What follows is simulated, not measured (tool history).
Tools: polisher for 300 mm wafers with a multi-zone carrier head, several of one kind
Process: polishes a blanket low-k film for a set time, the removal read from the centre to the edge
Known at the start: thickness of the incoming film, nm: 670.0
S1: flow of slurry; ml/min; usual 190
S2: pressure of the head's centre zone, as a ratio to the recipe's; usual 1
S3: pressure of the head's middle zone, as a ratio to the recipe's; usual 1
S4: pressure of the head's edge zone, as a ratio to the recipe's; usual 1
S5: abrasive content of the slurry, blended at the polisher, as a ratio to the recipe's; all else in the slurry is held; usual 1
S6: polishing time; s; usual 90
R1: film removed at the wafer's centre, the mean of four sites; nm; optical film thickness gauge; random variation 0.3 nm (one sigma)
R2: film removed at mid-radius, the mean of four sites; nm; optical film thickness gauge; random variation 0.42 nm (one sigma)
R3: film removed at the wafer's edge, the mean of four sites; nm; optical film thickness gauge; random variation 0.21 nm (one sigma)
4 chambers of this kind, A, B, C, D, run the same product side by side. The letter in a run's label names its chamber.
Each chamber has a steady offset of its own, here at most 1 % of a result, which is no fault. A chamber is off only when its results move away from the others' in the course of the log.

| run | day | S1 | S2 | S3 | S4 | S5 | S6 | R1 | R2 | R3 |
|---|---|---|---|---|---|---|---|---|---|---|
|  | 0.2 | chamber C: slurry nozzle cleaned |
|  | 0.308 | chamber D: worn pad replaced by a new one |
| 1B | 0.608 | 190 | 1 | 1 | 1 | 1 | 90 | 30.835 | 31.45 | 30.689 |
| 2A | 1.042 | 190 | 1 | 1 | 1 | 1 | 90 | 30.857 | 30.925 | 30.809 |
| 3C | 1.388 | 190 | 1 | 1 | 1 | 1 | 90 | 31.642 | 30.217 | 31.032 |
|  | 1.567 | chamber A: edge zone pressure recalibrated |
| 4D | 1.762 | 190 | 1 | 1 | 1 | 1 | 90 | 30.981 | 30.275 | 30.878 |
| 5B | 2.071 | 190 | 1 | 1 | 1 | 1 | 90 | 31.077 | 30.308 | 30.458 |
|  | 2.512 | chamber D: edge zone pressure recalibrated |
| 6C | 2.604 | 190 | 1 | 1 | 1 | 1 | 90 | 31.483 | 30.784 | 30.786 |
| 7D | 2.929 | 190 | 1 | 1 | 1 | 1 | 90 | 30.591 | 30.908 | 30.745 |
| 8A | 3.375 | 190 | 1.05 | 1.04 | 1 | 1 | 90 | 32.487 | 31.781 | 30.997 |
| 9B | 3.812 | 190 | 1.05 | 1.04 | 1 | 1 | 90 | 32.037 | 32.027 | 30.044 |
| 10A | 4.304 | 190 | 1.05 | 1.04 | 1 | 1 | 90 | 32.521 | 32.101 | 31.291 |
|  | 4.721 | chamber C: worn pad replaced by a new one |
| 11C | 4.783 | 190 | 1.05 | 1.04 | 1 | 1 | 90 | 33.039 | 31.985 | 30.997 |
| 12D | 5.362 | 190 | 1 | 1 | 1 | 1 | 90 | 31.24 | 30.249 | 30.912 |
| 13C | 5.992 | 190 | 1.1 | 1 | 1 | 1 | 90 | 34.467 | 31.099 | 30.968 |
|  | 6.208 | chamber A: worn pad replaced by a new one |
| 14B | 6.571 | 190 | 1.1 | 1 | 1 | 1 | 90 | 32.846 | 29.407 | 29.77 |
| 15A | 6.996 | 190 | 1.1 | 1 | 1 | 1 | 90 | 33.965 | 30.777 | 31.177 |
|  | 7.083 | chamber D: worn pad replaced by a new one |
| 16D | 7.4 | 190 | 1.1 | 1 | 1 | 1 | 90 | 34.356 | 30.454 | 31.134 |
| 17C | 7.95 | 190 | 1 | 1 | 1 | 1 | 90 | 30.802 | 30.389 | 31.253 |
| 18D | 8.404 | 190 | 1 | 1 | 1 | 1 | 90 | 31.09 | 30.738 | 30.785 |
| 19B | 9.004 | 190 | 1 | 1 | 1 | 1 | 90 | 29.31 | 28.864 | 28.934 |
| 20A | 9.333 | 190 | 1 | 1 | 1 | 1 | 90 | 30.913 | 30.593 | 31.102 |
| 21C | 9.954 | 190 | 1 | 1.08 | 1 | 1 | 116 | 40.134 | 43.459 | 39.928 |
|  | 10.121 | chamber B: edge zone pressure recalibrated |
| 22A | 10.425 | 190 | 1 | 1.08 | 1 | 1 | 116 | 40.403 | 42.54 | 39.747 |
|  | 10.696 | chamber D: centre zone pressure recalibrated |
| 23D | 10.729 | 190 | 1 | 1.08 | 1 | 1 | 116 | 39.217 | 43.351 | 39.621 |
| 24B | 11.112 | 190 | 1 | 1.08 | 1 | 1 | 116 | 36.292 | 39.608 | 36.568 |
| 25A | 11.675 | 190 | 1 | 1 | 1 | 1 | 90 | 31.037 | 30.739 | 30.982 |
| 26B | 12.05 | 190 | 1 | 1 | 1 | 1 | 90 | 27.904 | 27.891 | 27.996 |
| 27D | 12.471 | 190 | 1 | 1 | 1 | 1 | 90 | 30.332 | 30.863 | 30.618 |
| 28C | 12.975 | 190 | 1 | 1 | 1 | 1 | 90 | 31.423 | 31.07 | 30.748 |
|  | 13.079 | chamber C: worn pad replaced by a new one |
| 29D | 13.5 | 190 | 1 | 1 | 1 | 1 | 90 | 31.396 | 30.789 | 30.459 |
| 30A | 14.004 | 190 | 1 | 1 | 1 | 1 | 90 | 30.829 | 31.95 | 31.257 |
| 31C | 14.529 | 190 | 1 | 1 | 1 | 1 | 90 | 30.845 | 30.92 | 30.873 |

Next, every chamber runs the same settings. What will each give?
| 32A | 14.988 | 230 | 1 | 1 | 1 | 1 | 90 | ? | ? | ? |
| 32B | 14.988 | 230 | 1 | 1 | 1 | 1 | 90 | ? | ? | ? |
| 32C | 14.988 | 230 | 1 | 1 | 1 | 1 | 90 | ? | ? | ? |
| 32D | 14.988 | 230 | 1 | 1 | 1 | 1 | 90 | ? | ? | ? |

| run | R1 | R2 | R3 |
|---|---|---|---|
| 32A | 31.675 | 31.81 | 31.62 |
| 32B | 28.748 | 28.206 | 28.265 |
| 32C | 32.113 | 31.742 | 31.492 |
| 32D | 31.971 | 31.137 | 31.106 |
